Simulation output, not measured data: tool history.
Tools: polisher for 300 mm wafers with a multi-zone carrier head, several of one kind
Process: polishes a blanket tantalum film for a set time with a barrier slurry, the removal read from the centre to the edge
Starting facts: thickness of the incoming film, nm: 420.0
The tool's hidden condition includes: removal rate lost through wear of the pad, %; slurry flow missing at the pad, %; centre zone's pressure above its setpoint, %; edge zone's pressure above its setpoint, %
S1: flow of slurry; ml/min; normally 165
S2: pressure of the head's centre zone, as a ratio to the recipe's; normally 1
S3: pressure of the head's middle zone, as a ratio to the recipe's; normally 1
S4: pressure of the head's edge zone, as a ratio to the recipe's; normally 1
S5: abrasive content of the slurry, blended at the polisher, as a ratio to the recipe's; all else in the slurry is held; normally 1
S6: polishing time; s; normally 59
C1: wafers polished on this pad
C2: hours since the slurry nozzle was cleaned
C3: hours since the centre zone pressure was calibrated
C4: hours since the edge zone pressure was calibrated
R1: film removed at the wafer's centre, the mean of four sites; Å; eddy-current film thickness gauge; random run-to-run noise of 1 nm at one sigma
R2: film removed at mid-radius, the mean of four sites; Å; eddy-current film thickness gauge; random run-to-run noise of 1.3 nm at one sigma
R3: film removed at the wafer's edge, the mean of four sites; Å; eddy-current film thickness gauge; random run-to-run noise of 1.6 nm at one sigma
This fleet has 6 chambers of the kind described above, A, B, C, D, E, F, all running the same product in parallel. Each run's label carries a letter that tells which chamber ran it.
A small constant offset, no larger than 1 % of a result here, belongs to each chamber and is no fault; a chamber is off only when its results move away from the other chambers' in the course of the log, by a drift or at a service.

run   hour   S1    S2    S3    S4  S5  S6    C1     C2      C3     C4      R1      R2      R3
 1F      5  165     1     1     1   1  59   472  277.6  1026.9   16.6  1213.6  1254.8  1220.8
 2B    8.8  165     1     1     1   1  59   365  628.7   799.8  291.4  1219.4  1203.4  1199.9
      11.3  -- chamber F: worn pad replaced by a new one
 3C   12.7  165     1     1     1   1  59   188   22.2   412.8    854    1247  1236.5  1223.5
 4E   19.7  165     1     1     1   1  59   471  128.4      90  300.6  1221.2  1228.5  1246.1
 5D   24.9  165     1     1     1   1  59  1042   78.6    70.8  105.4  1212.8  1228.6  1229.3
      26.3  -- chamber B: worn pad replaced by a new one
 6A   30.3  165     1     1     1   1  59   606   43.9   247.6   54.2  1219.4  1228.2    1236
      30.4  -- chamber E: worn pad replaced by a new one
      31.9  -- chamber A: worn pad replaced by a new one
 7E   36.6  165     1  0.92  1.05   1  59    80  145.3   106.9  317.5  1205.8  1153.6  1261.1
      40.1  -- chamber D: worn pad replaced by a new one
 8F   43.4  165     1  0.92  1.05   1  59   415    316  1065.3     55  1218.6  1146.6  1251.9
 9B   48.6  165     1  0.92  1.05   1  59   289  668.5   839.6  331.2  1215.5  1131.1  1261.6
      50.3  -- chamber B: centre zone pressure recalibrated
      51.7  -- chamber F: worn pad replaced by a new one
10A   55.8  165     1  0.92  1.05   1  59   309   69.4   273.1   79.7    1226  1138.1  1256.8
11D   61.9  165     1  0.92  1.05   1  59   283  115.6   107.8  142.4  1217.9  1127.7  1245.4
12C   65.5  165     1  0.92  1.05   1  59   871     75   465.6  906.8  1234.7    1155  1254.8
13B   71.1  165     1     1     1   1  59   580    691    20.8  353.7    1221    1228    1238
      73.9  -- chamber E: worn pad replaced by a new one
      75.5  -- chamber A: worn pad replaced by a new one
      76.3  -- chamber B: worn pad replaced by a new one
14D   77.3  165     1     1     1   1  59   482    131   123.2  157.8  1222.4  1214.9  1236.5
      81.9  -- chamber B: slurry nozzle cleaned
15F   84.7  165     1     1     1   1  59   427  357.3  1106.6   96.3    1234  1238.8  1232.1
16C   88.5  165     1     1     1   1  59  1169     98   488.6  929.8  1227.6  1243.5  1252.2
17A   93.6  165     1     1     1   1  59   234  107.2   310.9  117.5  1208.7  1214.7  1243.6
      99.3  -- chamber F: worn pad replaced by a new one
18E    101  165     1     1     1   1  59   351  209.7   171.3  381.9  1224.2  1218.1  1241.7
19F  104.8  165     1     1     1   1  59    71  377.4  1126.7  116.4  1231.6  1240.3  1224.3
20C  109.3  165     1     1     1   1  59  1438  118.8   509.4  950.6  1221.3  1222.5  1232.9
     110.8  -- chamber C: worn pad replaced by a new one
21A  113.5  165     1     1     1   1  59   492  127.1   330.8  137.4  1212.7  1239.3    1239
     114.2  -- chamber E: slurry nozzle cleaned
     117.9  -- chamber E: worn pad replaced by a new one
22E    119  165     1     1     1   1  59    14    4.9   189.3  399.9  1235.6    1240  1222.5
     123.3  -- chamber A: worn pad replaced by a new one
     124.2  -- chamber D: worn pad replaced by a new one
23D  124.2  165     1     1     1   1  59     0  177.9   170.1  204.7  1214.7  1218.7    1200
     125.1  -- chamber B: worn pad replaced by a new one
24B  128.6  165     1     1     1   1  59    46   46.7    78.3  411.2  1242.7  1224.7  1225.1
25E  133.9  165     1     1     1   1  59   207   19.8   204.2  414.8  1240.3  1246.2  1207.9
       140  -- chamber F: worn pad replaced by a new one
26C  141.3  165     1     1     1   1  50   395  150.8   541.4  982.6    1042  1047.5  1038.3
27D  144.5  165     1     1     1   1  50   263  198.2   190.4    225  1037.9  1041.1  1044.6
28F  151.4  165     1     1     1   1  50   148    424  1173.3    163    1023    1048  1045.4
29A  158.2  165     1     1     1   1  50   451  171.8   375.5  182.1  1026.6    1050  1041.6
     158.4  -- chamber E: worn pad replaced by a new one
30B  162.4  165     1     1     1   1  50   483   80.5   112.1    445  1029.2  1015.8  1036.5
31F    167  165     1     1     1   1  50   349  439.6  1188.9  178.6    1041  1037.9  1049.2
32A  172.9  165  0.95     1     1   1  78   642  186.5   390.2  196.8  1530.4  1598.9  1628.9
     176.6  -- chamber B: worn pad replaced by a new one
33B  177.3  165  0.95     1     1   1  78     9   95.4     127  459.9  1526.2  1602.7  1625.4
34D  184.4  165  0.95     1     1   1  78   779  238.1   230.3  264.9  1531.9  1598.2  1632.5
35C  187.7  165  0.95     1     1   1  78   996  197.2   587.8   1029    1518    1605  1620.2
36E  193.6  165  0.95     1     1   1  78   456   79.5   263.9  474.5  1520.1  1617.3  1630.2

Does one chamber stand apart from the rest, does the shared gauge drift, or is all well apart from small per-chamber offsets? Give the chamber and the most likely cause, where there is one.

Beyond each chamber's small constant offset nothing stands out, and the gauge stays steady.

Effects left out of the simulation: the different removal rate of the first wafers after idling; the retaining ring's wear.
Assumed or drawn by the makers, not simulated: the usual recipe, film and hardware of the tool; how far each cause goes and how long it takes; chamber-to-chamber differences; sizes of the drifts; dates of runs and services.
